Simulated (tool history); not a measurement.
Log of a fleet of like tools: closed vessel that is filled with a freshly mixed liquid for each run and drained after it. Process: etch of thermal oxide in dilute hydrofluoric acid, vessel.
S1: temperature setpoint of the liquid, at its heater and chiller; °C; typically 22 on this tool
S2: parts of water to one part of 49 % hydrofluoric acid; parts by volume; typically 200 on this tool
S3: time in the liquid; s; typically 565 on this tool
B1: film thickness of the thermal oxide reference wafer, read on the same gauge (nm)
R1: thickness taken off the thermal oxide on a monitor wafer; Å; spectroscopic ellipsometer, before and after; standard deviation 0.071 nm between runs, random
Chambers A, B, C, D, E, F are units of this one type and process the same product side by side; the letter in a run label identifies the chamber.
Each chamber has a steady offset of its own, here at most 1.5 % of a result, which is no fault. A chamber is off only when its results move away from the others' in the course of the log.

| run | hour | S1 | S2 | S3 | B1 | R1 |
|---|---|---|---|---|---|---|
| 1A | 4.5 | 22 | 200 | 565 | 90.012 | 108.21 |
| 2C | 10.6 | 22 | 200 | 565 | 89.968 | 107.24 |
|  | 16.3 | chamber A: thermometer replaced |
| 3E | 16.3 | 22 | 200 | 565 | 89.991 | 107.74 |
|  | 17.1 | chamber E: hydrofluoric acid flow meter replaced |
| 4D | 19.8 | 22 | 200 | 565 | 89.991 | 109.56 |
| 5B | 22.7 | 22 | 200 | 565 | 89.988 | 107.83 |
| 6F | 28 | 26 | 200 | 565 | 90.008 | 126.83 |
| 7E | 33.4 | 26 | 200 | 565 | 89.997 | 124.61 |
| 8C | 38.7 | 26 | 200 | 565 | 90.035 | 126.19 |
| 9A | 43.1 | 26 | 200 | 565 | 90.004 | 125.36 |
| 10D | 46.3 | 26 | 200 | 565 | 89.991 | 127.24 |
| 11B | 49.3 | 26 | 200 | 565 | 89.999 | 122.5 |
| 12F | 53.4 | 22 | 200 | 565 | 89.997 | 110.19 |
| 13C | 57.4 | 22 | 200 | 565 | 90.036 | 108.63 |
| 14F | 63.1 | 22 | 200 | 565 | 89.976 | 108.12 |
| 15D | 68.2 | 22 | 200 | 565 | 89.964 | 108.97 |
| 16E | 71.6 | 22 | 200 | 565 | 90 | 107.42 |
| 17A | 77.3 | 22 | 200 | 565 | 90.002 | 109.1 |
| 18B | 80.6 | 22 | 200 | 565 | 90.008 | 108.5 |
| 19F | 84.2 | 27 | 265 | 565 | 89.987 | 91.329 |
| 20D | 88.6 | 27 | 265 | 565 | 89.998 | 91.611 |
| 21C | 91.4 | 27 | 265 | 565 | 89.983 | 91.435 |
|  | 93.9 | chamber C: thermometer replaced |
| 22A | 97.4 | 27 | 265 | 565 | 89.968 | 91.518 |
| 23B | 102.1 | 27 | 265 | 565 | 90.038 | 89.006 |
| 24E | 106.9 | 27 | 265 | 565 | 89.974 | 91.778 |
| 25A | 112.6 | 22 | 200 | 565 | 89.978 | 108.65 |
| 26D | 118.2 | 22 | 200 | 565 | 90.019 | 110.03 |
| 27E | 124.5 | 22 | 200 | 565 | 90.013 | 107.21 |
| 28B | 127.6 | 22 | 200 | 565 | 90.026 | 104.51 |
| 29F | 131.5 | 22 | 200 | 565 | 90.032 | 110.12 |
| 30C | 136 | 22 | 200 | 565 | 90.03 | 108.04 |
| 31E | 142 | 22 | 200 | 565 | 89.991 | 107.74 |
| 32C | 145.7 | 22 | 200 | 565 | 90.017 | 106.24 |
|  | 149.1 | chamber D: hydrofluoric acid flow meter replaced |
| 33D | 151.3 | 22 | 200 | 565 | 89.964 | 108.68 |
| 34B | 156.3 | 22 | 295 | 720 | 90.005 | 80.628 |
| 35A | 159.7 | 22 | 295 | 720 | 89.989 | 85.179 |
| 36F | 163.4 | 22 | 295 | 720 | 90.003 | 85.408 |
| 37A | 167.5 | 22 | 295 | 720 | 89.994 | 85.867 |
| 38F | 173.2 | 22 | 295 | 720 | 89.973 | 84.979 |

All chambers now run identical settings, listed one chamber a line with results as question marks. What results will each chamber show?
| 39A | 177.7 | 24.5 | 200 | 565 |  | ? |
| 39B | 177.7 | 24.5 | 200 | 565 |  | ? |
| 39C | 177.7 | 24.5 | 200 | 565 |  | ? |
| 39D | 177.7 | 24.5 | 200 | 565 |  | ? |
| 39E | 177.7 | 24.5 | 200 | 565 |  | ? |
| 39F | 177.7 | 24.5 | 200 | 565 |  | ? |

| run | R1 |
|---|---|
| 39A | 117.21 |
| 39B | 109.67 |
| 39C | 118.25 |
| 39D | 119.12 |
| 39E | 118.17 |
| 39F | 121.48 |
